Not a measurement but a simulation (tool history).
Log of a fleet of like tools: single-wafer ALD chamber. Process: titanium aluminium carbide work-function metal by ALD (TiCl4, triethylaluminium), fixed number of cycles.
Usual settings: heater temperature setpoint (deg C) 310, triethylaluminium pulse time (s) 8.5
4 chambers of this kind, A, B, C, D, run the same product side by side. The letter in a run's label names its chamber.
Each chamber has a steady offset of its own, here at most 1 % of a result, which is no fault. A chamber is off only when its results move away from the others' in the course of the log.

run	hour	heater temperature setpoint (deg C)	triethylaluminium pulse time (s)	read-back reference wafer on the same gauge, thickness_nm	mean film thickness on the monitor wafer (Å)
1A	9	310	8.5	2.4236	20.308
2B	17.3	310	8.5	2.4211	20.324
3D	22.6	310	8.5	2.4181	20.297
4C	32.5	310	8.5	2.417	20.364
5D	42	319	5.88	2.4218	19.193
6C	50.4	319	5.88	2.4209	19.729
7A	55.3	319	5.88	2.421	19.381
8B	64.8	319	5.88	2.4223	19.486
9C	70.9	310	8.5	2.4201	20.218
10A	77.1	310	8.5	2.4181	20.246
11D	85.3	310	8.5	2.4204	20.219
12B	93.4	310	8.5	2.4187	20.471
13C	102.2	310	8.5	2.4146	20.234
14B	109.7	310	8.5	2.4247	20.419
15D	119.3	310	8.5	2.4165	20.321
16A	123.9	310	8.5	2.4208	20.268
17C	132.6	310	8.5	2.4206	20.351
18D	139	310	8.5	2.4177	20.28
19B	148.2	310	8.5	2.4225	20.507
20A	153.1	310	8.5	2.4204	20.298
21A	158	310	8.5	2.4201	20.359
22C	165.6	310	8.5	2.4182	19.901
23B	172	310	8.5	2.421	20.417
24D	181.2	310	8.5	2.4172	20.172
25B	188.9	310	8.5	2.4209	20.724
26A	198.7	310	8.5	2.4193	20.165
27D	205	310	8.5	2.4214	20.374
28C	211.3	310	8.5	2.4176	20.129
29B	217.7	314	6.7	2.4217	19.867
30C	223.5	314	6.7	2.4216	18.871
31A	231.2	314	6.7	2.42	19.684
32D	239.8	314	6.7	2.4202	19.631
33A	249.1	310	8.5	2.4193	20.406
34C	258.4	310	8.5	2.4241	19.715
35D	266.8	310	8.5	2.418	20.302
36B	271.9	310	8.5	2.4186	20.672
37A	280.8	310	8.5	2.4205	20.528
38D	285.2	310	8.5	2.4213	20.278
39B	291.5	310	8.5	2.4203	20.404
40C	297.7	310	8.5	2.4187	19.787
41C	305.4	310	8.5	2.4186	19.473
42B	311.6	310	8.5	2.4251	20.454

Next, every chamber runs the same settings. What will each give?
43A	318.7	310	8.5		?
43B	318.7	310	8.5		?
43C	318.7	310	8.5		?
43D	318.7	310	8.5		?

run	mean film thickness on the monitor wafer (Å)
43A	20.408
43B	20.63
43C	19.435
43D	20.257
